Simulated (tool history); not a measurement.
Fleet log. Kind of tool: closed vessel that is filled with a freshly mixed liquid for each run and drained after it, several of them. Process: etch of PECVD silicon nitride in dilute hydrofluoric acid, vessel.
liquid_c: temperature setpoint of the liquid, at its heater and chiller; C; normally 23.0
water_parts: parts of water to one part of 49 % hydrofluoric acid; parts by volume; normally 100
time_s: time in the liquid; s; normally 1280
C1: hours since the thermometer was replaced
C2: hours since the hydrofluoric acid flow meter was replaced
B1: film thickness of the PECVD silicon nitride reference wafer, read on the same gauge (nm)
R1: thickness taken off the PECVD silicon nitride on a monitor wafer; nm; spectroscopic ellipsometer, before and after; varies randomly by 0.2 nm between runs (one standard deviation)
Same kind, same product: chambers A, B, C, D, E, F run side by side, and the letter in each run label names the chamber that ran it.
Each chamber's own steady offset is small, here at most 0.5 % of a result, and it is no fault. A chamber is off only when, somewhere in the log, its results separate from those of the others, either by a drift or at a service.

{"run": "1F", "day": 0.567, "liquid_c": 23.0, "water_parts": 100, "time_s": 1280, "C1": 535.9, "C2": 106.0, "B1": 99.965, "R1": 30.263}
{"day": 0.688, "done": "chamber D: thermometer replaced"}
{"run": "2D", "day": 1.192, "liquid_c": 23.0, "water_parts": 100, "time_s": 1280, "C1": 12.2, "C2": 365.3, "B1": 100.03, "R1": 29.577}
{"run": "3E", "day": 1.679, "liquid_c": 23.0, "water_parts": 100, "time_s": 1280, "C1": 1935.7, "C2": 98.2, "B1": 99.987, "R1": 30.423}
{"run": "4B", "day": 2.204, "liquid_c": 23.0, "water_parts": 100, "time_s": 1280, "C1": 706.5, "C2": 1172.4, "B1": 99.969, "R1": 30.019}
{"run": "5A", "day": 2.75, "liquid_c": 23.0, "water_parts": 100, "time_s": 1280, "C1": 554.7, "C2": 813.7, "B1": 99.987, "R1": 29.782}
{"run": "6C", "day": 3.133, "liquid_c": 23.0, "water_parts": 100, "time_s": 1280, "C1": 668.7, "C2": 688.6, "B1": 100.05, "R1": 29.678}
{"run": "7E", "day": 3.788, "liquid_c": 23.0, "water_parts": 100, "time_s": 1280, "C1": 1986.3, "C2": 148.8, "B1": 99.978, "R1": 30.07}
{"run": "8D", "day": 4.112, "liquid_c": 23.0, "water_parts": 100, "time_s": 1280, "C1": 82.3, "C2": 435.4, "B1": 99.97, "R1": 29.961}
{"run": "9F", "day": 4.425, "liquid_c": 23.0, "water_parts": 100, "time_s": 1280, "C1": 628.5, "C2": 198.6, "B1": 99.972, "R1": 30.013}
{"run": "10B", "day": 5.046, "liquid_c": 23.0, "water_parts": 100, "time_s": 1280, "C1": 774.7, "C2": 1240.6, "B1": 99.966, "R1": 29.68}
{"day": 5.192, "done": "chamber A: hydrofluoric acid flow meter replaced"}
{"run": "11C", "day": 5.538, "liquid_c": 23.0, "water_parts": 100, "time_s": 1280, "C1": 726.4, "C2": 746.3, "B1": 100.01, "R1": 29.687}
{"run": "12A", "day": 6.071, "liquid_c": 23.0, "water_parts": 100, "time_s": 1280, "C1": 634.4, "C2": 21.2, "B1": 100.0, "R1": 30.022}
{"run": "13F", "day": 6.442, "liquid_c": 23.0, "water_parts": 100, "time_s": 1280, "C1": 676.9, "C2": 247.0, "B1": 99.995, "R1": 29.811}
{"run": "14B", "day": 6.775, "liquid_c": 23.0, "water_parts": 100, "time_s": 1280, "C1": 816.2, "C2": 1282.1, "B1": 99.961, "R1": 29.808}
{"run": "15E", "day": 7.088, "liquid_c": 23.0, "water_parts": 100, "time_s": 1280, "C1": 2065.5, "C2": 228.0, "B1": 99.989, "R1": 30.304}
{"run": "16C", "day": 7.654, "liquid_c": 23.0, "water_parts": 100, "time_s": 1280, "C1": 777.2, "C2": 797.1, "B1": 100.0, "R1": 30.131}
{"day": 7.925, "done": "chamber C: thermometer replaced"}
{"run": "17A", "day": 8.283, "liquid_c": 23.0, "water_parts": 60, "time_s": 1940, "C1": 687.5, "C2": 74.3, "B1": 100.0, "R1": 74.497}
{"run": "18D", "day": 8.721, "liquid_c": 23.0, "water_parts": 60, "time_s": 1940, "C1": 192.9, "C2": 546.0, "B1": 100.0, "R1": 74.605}
{"run": "19F", "day": 9.208, "liquid_c": 23.0, "water_parts": 60, "time_s": 1940, "C1": 743.3, "C2": 313.4, "B1": 100.01, "R1": 75.892}
{"run": "20B", "day": 9.579, "liquid_c": 23.0, "water_parts": 60, "time_s": 1940, "C1": 883.5, "C2": 1349.4, "B1": 99.99, "R1": 74.742}
{"run": "21C", "day": 10.104, "liquid_c": 23.0, "water_parts": 60, "time_s": 1940, "C1": 52.4, "C2": 855.9, "B1": 99.986, "R1": 74.735}
{"run": "22A", "day": 10.417, "liquid_c": 23.0, "water_parts": 60, "time_s": 1940, "C1": 738.7, "C2": 125.5, "B1": 99.963, "R1": 75.559}
{"run": "23E", "day": 11.104, "liquid_c": 23.0, "water_parts": 100, "time_s": 1280, "C1": 2161.9, "C2": 324.4, "B1": 100.01, "R1": 29.777}
{"run": "24D", "day": 11.438, "liquid_c": 23.0, "water_parts": 100, "time_s": 1280, "C1": 258.1, "C2": 611.2, "B1": 100.02, "R1": 29.984}
{"run": "25F", "day": 12.075, "liquid_c": 23.0, "water_parts": 125, "time_s": 535, "C1": 812.1, "C2": 382.2, "B1": 99.979, "R1": 9.9407}
{"run": "26E", "day": 12.558, "liquid_c": 23.0, "water_parts": 125, "time_s": 535, "C1": 2196.8, "C2": 359.3, "B1": 99.964, "R1": 10.189}
{"run": "27B", "day": 12.988, "liquid_c": 23.0, "water_parts": 125, "time_s": 535, "C1": 965.3, "C2": 1431.2, "B1": 99.993, "R1": 9.9774}
{"run": "28C", "day": 13.642, "liquid_c": 23.0, "water_parts": 125, "time_s": 535, "C1": 137.3, "C2": 940.8, "B1": 100.02, "R1": 10.049}
{"day": 13.729, "done": "chamber B: hydrofluoric acid flow meter replaced"}
{"run": "29A", "day": 14.229, "liquid_c": 23.0, "water_parts": 125, "time_s": 535, "C1": 830.2, "C2": 217.0, "B1": 99.992, "R1": 10.059}
{"run": "30D", "day": 14.854, "liquid_c": 23.0, "water_parts": 125, "time_s": 535, "C1": 340.1, "C2": 693.2, "B1": 99.974, "R1": 9.9555}
{"run": "31D", "day": 15.458, "liquid_c": 23.0, "water_parts": 100, "time_s": 1280, "C1": 354.6, "C2": 707.7, "B1": 100.0, "R1": 29.623}
{"run": "32B", "day": 16.067, "liquid_c": 23.0, "water_parts": 100, "time_s": 1280, "C1": 1039.2, "C2": 56.2, "B1": 99.961, "R1": 29.937}
{"run": "33C", "day": 16.717, "liquid_c": 23.0, "water_parts": 100, "time_s": 1280, "C1": 211.1, "C2": 1014.6, "B1": 100.02, "R1": 29.691}
{"run": "34F", "day": 17.067, "liquid_c": 23.0, "water_parts": 100, "time_s": 1280, "C1": 931.9, "C2": 502.0, "B1": 100.02, "R1": 29.904}
{"run": "35A", "day": 17.746, "liquid_c": 23.0, "water_parts": 100, "time_s": 1280, "C1": 914.6, "C2": 301.4, "B1": 100.01, "R1": 29.889}
{"run": "36E", "day": 18.212, "liquid_c": 23.0, "water_parts": 100, "time_s": 1280, "C1": 2332.5, "C2": 495.0, "B1": 99.989, "R1": 29.951}
{"run": "37B", "day": 18.746, "liquid_c": 23.0, "water_parts": 100, "time_s": 1280, "C1": 1103.5, "C2": 120.5, "B1": 99.975, "R1": 30.096}
{"day": 18.792, "done": "chamber D: thermometer replaced"}
{"run": "38F", "day": 19.358, "liquid_c": 23.0, "water_parts": 100, "time_s": 1280, "C1": 986.9, "C2": 557.0, "B1": 100.01, "R1": 30.295}
{"run": "39C", "day": 19.883, "liquid_c": 23.0, "water_parts": 100, "time_s": 1280, "C1": 287.1, "C2": 1090.6, "B1": 100.03, "R1": 30.244}
{"run": "40D", "day": 20.225, "liquid_c": 23.0, "water_parts": 100, "time_s": 1280, "C1": 34.5, "C2": 822.1, "B1": 100.03, "R1": 29.618}
{"run": "41A", "day": 20.725, "liquid_c": 23.0, "water_parts": 100, "time_s": 1280, "C1": 986.1, "C2": 372.9, "B1": 99.997, "R1": 29.573}
{"run": "42E", "day": 21.183, "liquid_c": 23.0, "water_parts": 100, "time_s": 1280, "C1": 2403.8, "C2": 566.3, "B1": 99.983, "R1": 30.239}
{"run": "43D", "day": 21.867, "liquid_c": 19.5, "water_parts": 125, "time_s": 1280, "C1": 73.9, "C2": 861.5, "B1": 99.988, "R1": 18.599}

What goes on in this fleet: one chamber off, a drifting gauge, or nothing beyond the chambers' own small offsets? Name the chamber and the cause, if any.

All chambers stay in line apart from their small fixed offsets, and the gauge does not drift.
